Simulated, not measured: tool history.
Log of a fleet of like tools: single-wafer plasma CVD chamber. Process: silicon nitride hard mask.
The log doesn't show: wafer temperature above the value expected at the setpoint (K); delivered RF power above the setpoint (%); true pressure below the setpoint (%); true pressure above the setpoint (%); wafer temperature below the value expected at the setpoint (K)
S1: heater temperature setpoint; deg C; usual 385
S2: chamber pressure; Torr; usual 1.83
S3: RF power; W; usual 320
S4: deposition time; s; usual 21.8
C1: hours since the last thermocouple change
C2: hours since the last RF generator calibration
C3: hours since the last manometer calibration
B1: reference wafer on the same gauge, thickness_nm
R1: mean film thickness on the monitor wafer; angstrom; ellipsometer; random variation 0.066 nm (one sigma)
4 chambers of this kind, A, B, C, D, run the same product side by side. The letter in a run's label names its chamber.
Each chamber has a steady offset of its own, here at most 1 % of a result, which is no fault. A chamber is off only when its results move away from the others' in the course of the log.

run 1D day=0.417 | S1=385 S2=1.83 S3=320 S4=21.8 | C1=1486.8 C2=646.1 C3=155.9 | B1=23.983 | R1=273.7
run 2C day=0.95 | S1=385 S2=1.83 S3=320 S4=21.8 | C1=215.1 C2=839.9 C3=426.8 | B1=23.99 | R1=275.63
run 3B day=1.35 | S1=385 S2=1.83 S3=320 S4=21.8 | C1=916.5 C2=1613.2 C3=573.1 | B1=24 | R1=270.99
run 4A day=1.762 | S1=385 S2=1.83 S3=320 S4=21.8 | C1=612.6 C2=597.1 C3=949.6 | B1=23.994 | R1=274.35
run 5C day=2.062 | S1=385 S2=1.83 S3=320 S4=21.8 | C1=241.8 C2=866.6 C3=453.5 | B1=23.993 | R1=275.06
run 6A day=2.412 | S1=396 S2=1.83 S3=265 S4=21.8 | C1=628.2 C2=612.7 C3=965.2 | B1=24.011 | R1=242.07
run 7B day=2.996 | S1=396 S2=1.83 S3=265 S4=21.8 | C1=956 C2=1652.7 C3=612.6 | B1=24.01 | R1=237.62
run 8D day=3.312 | S1=396 S2=1.83 S3=265 S4=21.8 | C1=1556.3 C2=715.6 C3=225.4 | B1=23.998 | R1=238.63
run 9A day=3.604 | S1=396 S2=1.83 S3=265 S4=21.8 | C1=656.8 C2=641.3 C3=993.8 | B1=24.007 | R1=242.19
run 10D day=4.096 | S1=385 S2=1.83 S3=320 S4=21.8 | C1=1575.1 C2=734.4 C3=244.2 | B1=23.982 | R1=272.8
run 11C day=4.6 | S1=385 S2=1.83 S3=320 S4=21.8 | C1=302.7 C2=927.5 C3=514.4 | B1=24.005 | R1=276.24
run 12B day=4.862 | S1=385 S2=1.83 S3=320 S4=21.8 | C1=1000.8 C2=1697.5 C3=657.4 | B1=24.012 | R1=272.35
run 13B day=5.242 | S1=385 S2=2.08 S3=320 S4=21.8 | C1=1009.9 C2=1706.6 C3=666.5 | B1=23.992 | R1=281.61
run 14C day=5.558 | S1=385 S2=2.08 S3=320 S4=21.8 | C1=325.7 C2=950.5 C3=537.4 | B1=24.01 | R1=286.09
run 15D day=6.117 | S1=385 S2=2.08 S3=320 S4=21.8 | C1=1623.6 C2=782.9 C3=292.7 | B1=23.999 | R1=283.9
run 16A day=6.375 | S1=385 S2=2.08 S3=320 S4=21.8 | C1=723.3 C2=707.8 C3=1060.3 | B1=23.998 | R1=286.28
run 17C day=6.667 | S1=385 S2=1.83 S3=320 S4=21.8 | C1=352.3 C2=977.1 C3=564 | B1=23.992 | R1=275.2
run 18A day=7.05 | S1=385 S2=1.83 S3=320 S4=21.8 | C1=739.5 C2=724 C3=1076.5 | B1=23.977 | R1=275.12
run 19B day=7.458 | S1=374 S2=1.83 S3=320 S4=21.8 | C1=1063.1 C2=1759.8 C3=719.7 | B1=24 | R1=272.79
run 20D day=7.875 | S1=374 S2=1.83 S3=320 S4=21.8 | C1=1665.8 C2=825.1 C3=334.9 | B1=23.991 | R1=273.55
run 21C day=8.175 | S1=374 S2=1.83 S3=320 S4=21.8 | C1=388.5 C2=1013.3 C3=600.2 | B1=23.99 | R1=276.55
run 22D day=8.654 | S1=374 S2=1.83 S3=320 S4=21.8 | C1=1684.5 C2=843.8 C3=353.6 | B1=24.018 | R1=275.44
run 23A day=9.046 | S1=385 S2=1.83 S3=320 S4=21.8 | C1=787.4 C2=771.9 C3=1124.4 | B1=23.992 | R1=275.57
run 24B day=9.417 | S1=385 S2=1.83 S3=320 S4=21.8 | C1=1110.1 C2=1806.8 C3=766.7 | B1=23.996 | R1=271.15
-- day=9.458 chamber B: RF generator calibrated
run 25C day=9.912 | S1=385 S2=1.83 S3=320 S4=21.8 | C1=430.2 C2=1055 C3=641.9 | B1=24.007 | R1=275.33
-- day=10.271 chamber D: RF generator calibrated
run 26D day=10.358 | S1=385 S2=1.83 S3=320 S4=21.8 | C1=1725.4 C2=2.2 C3=394.5 | B1=23.999 | R1=273.06
run 27A day=10.929 | S1=385 S2=1.83 S3=320 S4=21.8 | C1=832.6 C2=817.1 C3=1169.6 | B1=23.99 | R1=276.19
run 28B day=11.296 | S1=385 S2=1.83 S3=320 S4=21.8 | C1=1155.2 C2=44.1 C3=811.8 | B1=23.995 | R1=272.31
run 29B day=11.833 | S1=385 S2=1.83 S3=285 S4=21.8 | C1=1168.1 C2=57 C3=824.7 | B1=24.003 | R1=250.77
run 30A day=12.129 | S1=385 S2=1.83 S3=285 S4=21.8 | C1=861.4 C2=845.9 C3=1198.4 | B1=23.997 | R1=255.47

Is one chamber off against the others, does the gauge drift, or is nothing wrong? If a chamber is off, say which, and what the likeliest cause is.

No chamber stands off beyond its own small offset, and the gauge holds steady.

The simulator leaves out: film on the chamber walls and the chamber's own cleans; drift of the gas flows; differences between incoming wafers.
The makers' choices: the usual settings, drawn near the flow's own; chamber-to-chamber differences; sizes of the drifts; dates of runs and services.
